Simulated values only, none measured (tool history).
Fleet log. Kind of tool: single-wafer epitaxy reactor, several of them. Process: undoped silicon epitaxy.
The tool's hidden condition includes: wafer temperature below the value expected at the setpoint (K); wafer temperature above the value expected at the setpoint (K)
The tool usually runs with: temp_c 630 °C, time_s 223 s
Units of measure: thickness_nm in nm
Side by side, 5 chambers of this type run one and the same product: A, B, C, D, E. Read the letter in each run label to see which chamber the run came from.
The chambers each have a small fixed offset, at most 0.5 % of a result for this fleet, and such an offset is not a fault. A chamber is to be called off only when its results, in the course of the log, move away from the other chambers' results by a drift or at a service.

run   hour  temp_c  time_s  hours since the last pyrometer calibration  read-back reference wafer on the same gauge, thickness_nm  thickness_nm
 1D    5.1     630     223                                       680.8                                                     25.706        24.018
 2B   13.7     630     223                                      1377.0                                                     25.729        24.266
 3A   19.0     630     223                                       575.3                                                     25.673        23.970
 4C   27.3     630     223                                       496.1                                                     25.686        24.137
 5E   34.9     630     223                                      1858.2                                                     25.662        23.844
 6B   41.4     630     223                                      1404.7                                                     25.701        24.134
 7A   46.0     630     223                                       602.3                                                     25.670        24.008
 8E   51.0     630     223                                      1874.3                                                     25.682        23.952
 9C   59.2     630     223                                       528.0                                                     25.714        24.200
10D   63.5     630     223                                       739.2                                                     25.732        24.016
11A   69.2     630     223                                       625.5                                                     25.712        23.877
12E   73.4     630     223                                      1896.7                                                     25.707        23.904
13B   81.1     630     223                                      1444.4                                                     25.663        24.086
14C   86.4     630     223                                       555.2                                                     25.680        23.946
15D   94.4     630     223                                       770.1                                                     25.664        24.015
16A  102.2     630     223                                       658.5                                                     25.694        24.016
17C  111.6     630     223                                       580.4                                                     25.710        23.741
18B  119.2     630     223                                      1482.5                                                     25.718        24.121
19E  127.6     630     223                                      1950.9                                                     25.706        24.088
20D  136.2     630     223                                       811.9                                                     25.686        24.032
21A  142.4     630     223                                       698.7                                                     25.686        24.094
22C  148.3     630     223                                       617.1                                                     25.709        23.679
23E  157.0     637     207                                      1980.3                                                     25.683        25.858
24D  162.8     637     207                                       838.5                                                     25.708        26.123
25B  167.3     637     207                                      1530.6                                                     25.731        26.337
26A  175.8     637     207                                       732.1                                                     25.710        26.108
27C  180.4     637     207                                       649.2                                                     25.713        25.414
28D  184.7     630     223                                       860.4                                                     25.719        23.958
29E  193.8     637     223                                      2017.1                                                     25.724        28.059
30B  202.4     637     223                                      1565.7                                                     25.698        28.277
     205.9  -- chamber B: pyrometer calibrated
31E  208.0     637     223                                      2031.3                                                     25.717        28.129
32C  213.3     637     223                                       682.1                                                     25.702        27.209
33A  220.6     637     223                                       776.9                                                     25.733        28.246
34D  227.6     630     223                                       903.3                                                     25.702        24.013
35B  233.2     630     223                                        27.4                                                     25.713        24.059
36A  240.8     630     223                                       797.1                                                     25.715        23.975
37E  248.5     630     223                                      2071.8                                                     25.706        24.022

For the next run the whole fleet of 5 chambers uses the same settings. Give each chamber's results:
38A  255.4     630     223                                                                                                                    ?
38B  255.4     630     223                                                                                                                    ?
38C  255.4     630     223                                                                                                                    ?
38D  255.4     630     223                                                                                                                    ?
38E  255.4     630     223                                                                                                                    ?

run  thickness_nm
38A        23.952
38B        24.175
38C        23.085
38D        23.956
38E        24.202

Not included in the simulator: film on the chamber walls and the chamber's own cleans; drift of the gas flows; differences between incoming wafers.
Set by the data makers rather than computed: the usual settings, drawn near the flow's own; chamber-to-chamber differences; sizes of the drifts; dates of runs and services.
